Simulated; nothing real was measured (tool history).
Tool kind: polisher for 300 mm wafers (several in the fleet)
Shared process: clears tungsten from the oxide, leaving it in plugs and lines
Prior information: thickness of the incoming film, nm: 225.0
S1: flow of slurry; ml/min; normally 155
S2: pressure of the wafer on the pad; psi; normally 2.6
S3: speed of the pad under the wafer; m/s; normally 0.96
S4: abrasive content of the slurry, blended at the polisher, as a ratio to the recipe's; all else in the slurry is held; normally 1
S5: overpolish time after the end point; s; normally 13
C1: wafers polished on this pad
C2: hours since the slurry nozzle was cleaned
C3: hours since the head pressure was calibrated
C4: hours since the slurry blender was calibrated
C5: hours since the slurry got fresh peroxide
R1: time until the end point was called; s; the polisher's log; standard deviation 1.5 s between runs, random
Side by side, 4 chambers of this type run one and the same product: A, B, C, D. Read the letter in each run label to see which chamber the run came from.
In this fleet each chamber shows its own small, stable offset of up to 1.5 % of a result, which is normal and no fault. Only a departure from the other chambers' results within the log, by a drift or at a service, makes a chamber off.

-- day=0.054 chamber D: slurry blender recalibrated
run 1B day=0.112 | S1=155 S2=2.6 S3=0.96 S4=1 S5=13 | C1=129 C2=398.7 C3=1198.6 C4=109.8 C5=50.8 | R1=80.044
-- day=0.312 chamber B: slurry nozzle cleaned
-- day=0.325 chamber A: slurry blender recalibrated
run 2A day=0.354 | S1=155 S2=2.6 S3=0.96 S4=1 S5=13 | C1=385 C2=225.6 C3=1013.8 C4=0.8 C5=161.5 | R1=81.209
run 3C day=0.525 | S1=155 S2=2.6 S3=0.96 S4=1 S5=13 | C1=866 C2=510.3 C3=105.7 C4=77.5 C5=116.5 | R1=77.862
run 4D day=0.767 | S1=155 S2=2.6 S3=0.96 S4=1 S5=13 | C1=721 C2=105.9 C3=355.8 C4=17.1 C5=68.8 | R1=80.152
run 5B day=0.908 | S1=155 S2=2.6 S3=0.96 S4=1 S5=13 | C1=258 C2=14.3 C3=1217.7 C4=128.9 C5=69.9 | R1=80.187
-- day=0.967 chamber A: slurry nozzle cleaned
run 6A day=1.088 | S1=155 S2=2 S3=0.96 S4=1 S5=13 | C1=504 C2=3 C3=1031.4 C4=18.4 C5=179.1 | R1=104.96
run 7C day=1.204 | S1=155 S2=2 S3=0.96 S4=1 S5=13 | C1=976 C2=526.6 C3=122 C4=93.8 C5=132.8 | R1=102.26
-- day=1.304 chamber A: slurry tank refilled with fresh slurry and peroxide
run 8D day=1.429 | S1=155 S2=2 S3=0.96 S4=1 S5=13 | C1=829 C2=121.8 C3=371.7 C4=33 C5=84.7 | R1=101.23
run 9A day=1.596 | S1=155 S2=2 S3=0.96 S4=1 S5=13 | C1=586 C2=15.2 C3=1043.6 C4=30.6 C5=7 | R1=102.28
-- day=1.746 chamber B: slurry tank refilled with fresh slurry and peroxide
run 10C day=1.804 | S1=130 S2=2.2 S3=0.96 S4=1 S5=13 | C1=1073 C2=541 C3=136.4 C4=108.2 C5=147.2 | R1=96.858
run 11B day=2.025 | S1=130 S2=2.2 S3=0.96 S4=1 S5=13 | C1=439 C2=41.1 C3=1244.5 C4=155.7 C5=6.7 | R1=97.824
run 12D day=2.242 | S1=130 S2=2.2 S3=0.96 S4=1 S5=13 | C1=960 C2=141.3 C3=391.2 C4=52.5 C5=104.2 | R1=95.812
run 13C day=2.496 | S1=130 S2=2.2 S3=0.96 S4=1 S5=13 | C1=1185 C2=557.6 C3=153 C4=124.8 C5=163.8 | R1=96.592
run 14D day=2.612 | S1=155 S2=2.6 S3=0.96 S4=1 S5=13 | C1=1021 C2=150.2 C3=400.1 C4=61.4 C5=113.1 | R1=78.684
-- day=2.738 chamber A: head pressure recalibrated
run 15B day=2.854 | S1=155 S2=2.6 S3=0.96 S4=1 S5=13 | C1=573 C2=61 C3=1264.4 C4=175.6 C5=26.6 | R1=81.855
-- day=2.925 chamber D: worn pad replaced by a new one
run 16A day=3.025 | S1=155 S2=2.6 S3=0.96 S4=1 S5=13 | C1=818 C2=49.5 C3=7 C4=64.9 C5=41.3 | R1=82.056
-- day=3.108 chamber C: worn pad replaced by a new one
run 17C day=3.242 | S1=155 S2=2.6 S3=0.96 S4=1 S5=13 | C1=21 C2=575.5 C3=170.9 C4=142.7 C5=181.7 | R1=80.387
run 18D day=3.442 | S1=155 S2=2.6 S3=0.96 S4=1 S5=13 | C1=84 C2=170.1 C3=420 C4=81.3 C5=133 | R1=80.479
run 19B day=3.688 | S1=155 S2=2.6 S3=0.96 S4=1 S5=13 | C1=708 C2=81 C3=1284.4 C4=195.6 C5=46.6 | R1=79.134
run 20A day=3.833 | S1=155 S2=2.6 S3=0.96 S4=1 S5=13 | C1=949 C2=68.9 C3=26.4 C4=84.3 C5=60.7 | R1=81.657
run 21C day=3.962 | S1=155 S2=2.6 S3=0.96 S4=1 S5=13 | C1=138 C2=592.8 C3=188.2 C4=160 C5=199 | R1=79.856
run 22A day=4.162 | S1=155 S2=2.6 S3=0.96 S4=1 S5=13 | C1=1002 C2=76.8 C3=34.3 C4=92.2 C5=68.6 | R1=81.708
run 23D day=4.325 | S1=155 S2=2.6 S3=0.96 S4=1 S5=13 | C1=227 C2=191.3 C3=441.2 C4=102.5 C5=154.2 | R1=81.384
-- day=4.446 chamber D: slurry tank refilled with fresh slurry and peroxide
run 24B day=4.525 | S1=155 S2=2.6 S3=0.96 S4=1 S5=13 | C1=844 C2=101.1 C3=1304.5 C4=215.7 C5=66.7 | R1=83.266
run 25C day=4.65 | S1=155 S2=2.6 S3=0.96 S4=1 S5=13 | C1=250 C2=609.3 C3=204.7 C4=176.5 C5=215.5 | R1=83.366
run 26A day=4.875 | S1=155 S2=2.6 S3=0.96 S4=1 S5=13 | C1=1118 C2=93.9 C3=51.4 C4=109.3 C5=85.7 | R1=80.01
run 27D day=5.05 | S1=155 S2=2.6 S3=0.96 S4=1 S5=13 | C1=345 C2=208.7 C3=458.6 C4=119.9 C5=14.5 | R1=78.972
run 28B day=5.225 | S1=155 S2=2.6 S3=0.96 S4=1 S5=13 | C1=958 C2=117.9 C3=1321.3 C4=232.5 C5=83.5 | R1=77.919
-- day=5.254 chamber B: slurry tank refilled with fresh slurry and peroxide
run 29C day=5.421 | S1=155 S2=2.6 S3=0.96 S4=1 S5=13 | C1=375 C2=627.8 C3=223.2 C4=195 C5=234 | R1=85.262
-- day=5.496 chamber A: slurry blender recalibrated
run 30A day=5.533 | S1=155 S2=2.6 S3=0.96 S4=1 S5=13 | C1=1225 C2=109.7 C3=67.2 C4=0.9 C5=101.5 | R1=82.492
run 31D day=5.779 | S1=155 S2=2.6 S3=0.96 S4=1 S5=13 | C1=463 C2=226.2 C3=476.1 C4=137.4 C5=32 | R1=79.715
-- day=5.883 chamber B: head pressure recalibrated
run 32B day=5.962 | S1=155 S2=2.6 S3=0.96 S4=1 S5=13 | C1=1077 C2=135.6 C3=1.9 C4=250.2 C5=17.1 | R1=82.276
run 33D day=6.129 | S1=155 S2=2.6 S3=0.96 S4=1 S5=13 | C1=520 C2=234.6 C3=484.5 C4=145.8 C5=40.4 | R1=80.797
-- day=6.15 chamber A: worn pad replaced by a new one
run 34C day=6.308 | S1=155 S2=1.9 S3=0.96 S4=1 S5=6 | C1=518 C2=649.1 C3=244.5 C4=216.3 C5=255.3 | R1=115.76
run 35B day=6.517 | S1=155 S2=1.9 S3=0.96 S4=1 S5=6 | C1=1167 C2=148.9 C3=15.2 C4=263.5 C5=30.4 | R1=111.31
run 36A day=6.7 | S1=155 S2=1.9 S3=0.96 S4=1 S5=6 | C1=89 C2=137.7 C3=95.2 C4=28.9 C5=129.5 | R1=112.51
run 37C day=6.888 | S1=155 S2=1.9 S3=0.96 S4=1 S5=6 | C1=612 C2=663 C3=258.4 C4=230.2 C5=269.2 | R1=121.73
run 38B day=7.075 | S1=155 S2=2.6 S3=0.64 S4=1 S5=13 | C1=1258 C2=162.3 C3=28.6 C4=276.9 C5=43.8 | R1=123.05
run 39A day=7.3 | S1=155 S2=2.6 S3=0.64 S4=1 S5=13 | C1=186 C2=152.1 C3=109.6 C4=43.3 C5=143.9 | R1=123.7
run 40D day=7.521 | S1=155 S2=2.6 S3=0.64 S4=1 S5=13 | C1=745 C2=268 C3=517.9 C4=179.2 C5=73.8 | R1=125.14
-- day=7.675 chamber B: worn pad replaced by a new one
run 41B day=7.683 | S1=155 S2=2.6 S3=0.64 S4=1 S5=13 | C1=1 C2=176.9 C3=43.2 C4=291.5 C5=58.4 | R1=124.5
run 42A day=7.846 | S1=155 S2=2.6 S3=0.96 S4=1 S5=13 | C1=275 C2=165.2 C3=122.7 C4=56.4 C5=157 | R1=79.797
run 43C day=8.017 | S1=155 S2=2.6 S3=0.96 S4=1 S5=13 | C1=795 C2=690.1 C3=285.5 C4=257.3 C5=296.3 | R1=93.817
run 44D day=8.225 | S1=155 S2=2.6 S3=0.96 S4=1 S5=13 | C1=859 C2=284.9 C3=534.8 C4=196.1 C5=90.7 | R1=80.117

All chambers now run identical settings, listed one chamber a line with results as question marks. What results will each chamber show?
run 45A day=8.408 | S1=155 S2=2.6 S3=0.96 S4=1 S5=7 | R1=?
run 45B day=8.408 | S1=155 S2=2.6 S3=0.96 S4=1 S5=7 | R1=?
run 45C day=8.408 | S1=155 S2=2.6 S3=0.96 S4=1 S5=7 | R1=?
run 45D day=8.408 | S1=155 S2=2.6 S3=0.96 S4=1 S5=7 | R1=?

run=45A R1=81.957
run=45B R1=79.154
run=45C R1=98.261
run=45D R1=79.532

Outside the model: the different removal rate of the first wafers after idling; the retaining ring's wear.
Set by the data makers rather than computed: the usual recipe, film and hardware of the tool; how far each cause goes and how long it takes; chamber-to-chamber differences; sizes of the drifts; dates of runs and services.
